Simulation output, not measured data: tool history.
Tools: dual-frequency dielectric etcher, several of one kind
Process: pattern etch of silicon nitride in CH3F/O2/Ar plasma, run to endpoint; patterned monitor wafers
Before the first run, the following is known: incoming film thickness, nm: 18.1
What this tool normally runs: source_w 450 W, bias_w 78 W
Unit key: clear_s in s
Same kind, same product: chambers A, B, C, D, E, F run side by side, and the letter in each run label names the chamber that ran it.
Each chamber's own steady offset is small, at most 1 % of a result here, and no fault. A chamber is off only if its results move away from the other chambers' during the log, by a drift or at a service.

| run | day | source_w | bias_w | hours since the last wet clean | hours since the last source power generator calibration | hours since the last bias power generator calibration | clear_s |
|---|---|---|---|---|---|---|---|
| 1B | 0.300 | 450 | 78 | 211.1 | 1891.3 | 791.8 | 24.480 |
|  | 0.371 | chamber C: source power generator calibrated |
| 2E | 0.875 | 450 | 78 | 560.5 | 1485.9 | 2852.1 | 24.558 |
| 3D | 1.192 | 450 | 78 | 271.3 | 1365.0 | 2400.2 | 24.245 |
| 4F | 1.692 | 450 | 78 | 43.4 | 164.5 | 1690.9 | 24.068 |
| 5A | 2.067 | 450 | 66 | 110.9 | 2496.2 | 514.9 | 25.865 |
| 6C | 2.400 | 450 | 66 | 395.0 | 48.8 | 1196.3 | 25.603 |
| 7F | 3.038 | 450 | 66 | 75.7 | 196.8 | 1723.2 | 25.486 |
| 8C | 3.400 | 450 | 66 | 419.0 | 72.8 | 1220.3 | 25.633 |
| 9E | 3.800 | 450 | 66 | 630.7 | 1556.1 | 2922.3 | 25.916 |
| 10B | 4.300 | 450 | 66 | 307.1 | 1987.3 | 887.8 | 25.706 |
|  | 4.550 | chamber E: wet clean of the chamber |
| 11A | 4.792 | 450 | 78 | 176.3 | 2561.6 | 580.3 | 24.375 |
| 12D | 5.129 | 450 | 78 | 365.8 | 1459.5 | 2494.7 | 24.205 |
| 13E | 5.467 | 450 | 78 | 22.0 | 1596.1 | 2962.3 | 24.602 |
| 14C | 5.892 | 450 | 78 | 478.8 | 132.6 | 1280.1 | 24.252 |
| 15A | 6.221 | 450 | 78 | 210.6 | 2595.9 | 614.6 | 24.502 |
|  | 6.329 | chamber D: bias power generator calibrated |
| 16D | 6.642 | 450 | 78 | 402.1 | 1495.8 | 7.6 | 24.085 |
|  | 6.725 | chamber C: wet clean of the chamber |
| 17F | 7.071 | 450 | 78 | 172.5 | 293.6 | 1820.0 | 24.020 |
| 18B | 7.596 | 450 | 78 | 386.2 | 2066.4 | 966.9 | 24.428 |
| 19E | 7.975 | 400 | 87 | 82.2 | 1656.3 | 3022.5 | 24.688 |
| 20D | 8.612 | 400 | 87 | 449.4 | 1543.1 | 54.9 | 24.350 |
| 21C | 9.162 | 400 | 87 | 58.5 | 211.1 | 1358.6 | 24.297 |
| 22A | 9.562 | 400 | 87 | 290.8 | 2676.1 | 694.8 | 24.582 |
| 23F | 9.904 | 400 | 87 | 240.5 | 361.6 | 1888.0 | 24.320 |
| 24B | 10.333 | 400 | 87 | 451.9 | 2132.1 | 1032.6 | 24.821 |
|  | 10.583 | chamber D: wet clean of the chamber |
| 25B | 10.967 | 450 | 78 | 467.1 | 2147.3 | 1047.8 | 24.664 |
| 26F | 11.396 | 450 | 78 | 276.3 | 397.4 | 1923.8 | 24.165 |
| 27E | 11.996 | 450 | 78 | 178.7 | 1752.8 | 3119.0 | 24.652 |
| 28A | 12.396 | 450 | 78 | 358.8 | 2744.1 | 762.8 | 24.448 |
| 29D | 13.050 | 450 | 78 | 59.2 | 1649.6 | 161.4 | 24.234 |
| 30C | 13.625 | 450 | 78 | 165.6 | 318.2 | 1465.7 | 24.191 |
|  | 13.908 | chamber E: bias power generator calibrated |
| 31A | 14.217 | 450 | 90 | 402.5 | 2787.8 | 806.5 | 23.090 |
| 32F | 14.875 | 450 | 90 | 359.8 | 480.9 | 2007.3 | 22.911 |
|  | 15.179 | chamber F: wet clean of the chamber |
| 33B | 15.267 | 450 | 90 | 570.3 | 2250.5 | 1151.0 | 24.009 |
| 34D | 15.629 | 450 | 90 | 121.1 | 1711.5 | 223.3 | 22.975 |
| 35E | 16.083 | 450 | 90 | 276.8 | 1850.9 | 52.2 | 23.400 |
| 36C | 16.650 | 450 | 90 | 238.2 | 390.8 | 1538.3 | 23.012 |
| 37C | 17.233 | 450 | 96 | 252.2 | 404.8 | 1552.3 | 22.446 |
| 38F | 17.583 | 450 | 96 | 57.8 | 545.9 | 2072.3 | 22.441 |
| 39E | 18.025 | 450 | 96 | 323.4 | 1897.5 | 98.8 | 22.799 |

Read the log: is a single chamber off, either drifting away or since a service, is the gauge that measures every chamber drifting, or is nothing wrong beyond small per-chamber offsets? Name any odd chamber and what most likely caused it.

Chamber B drifts away from the others.
Most likely cause: etch rate under this chamber's usual, % = 4.71.

Here are 4 candidates for chamber B's next run, each the usual settings with a change, their results left as question marks. Which one brings its results back in line with what the others give on the usual settings?
In line here means within this much of the mean the other chambers give on the usual settings: clear_s 0.280 s
| 40B-1 | 18.500 | 450 | 90 |  |  |  | ? |
| 40B-2 | 18.500 | 400 | 69 |  |  |  | ? |
| 40B-3 | 18.500 | 560 | 78 |  |  |  | ? |
| 40B-4 | 18.500 | 390 | 78 |  |  |  | ? |

What the other chambers average on the usual settings: clear_s 24.299 s
| run | clear_s |
|---|---|
| 40B-1 | 24.287 |
| 40B-2 | 27.836 |
| 40B-3 | 23.465 |
| 40B-4 | 26.961 |
It is 40B-1 that realigns the chamber with its peers.
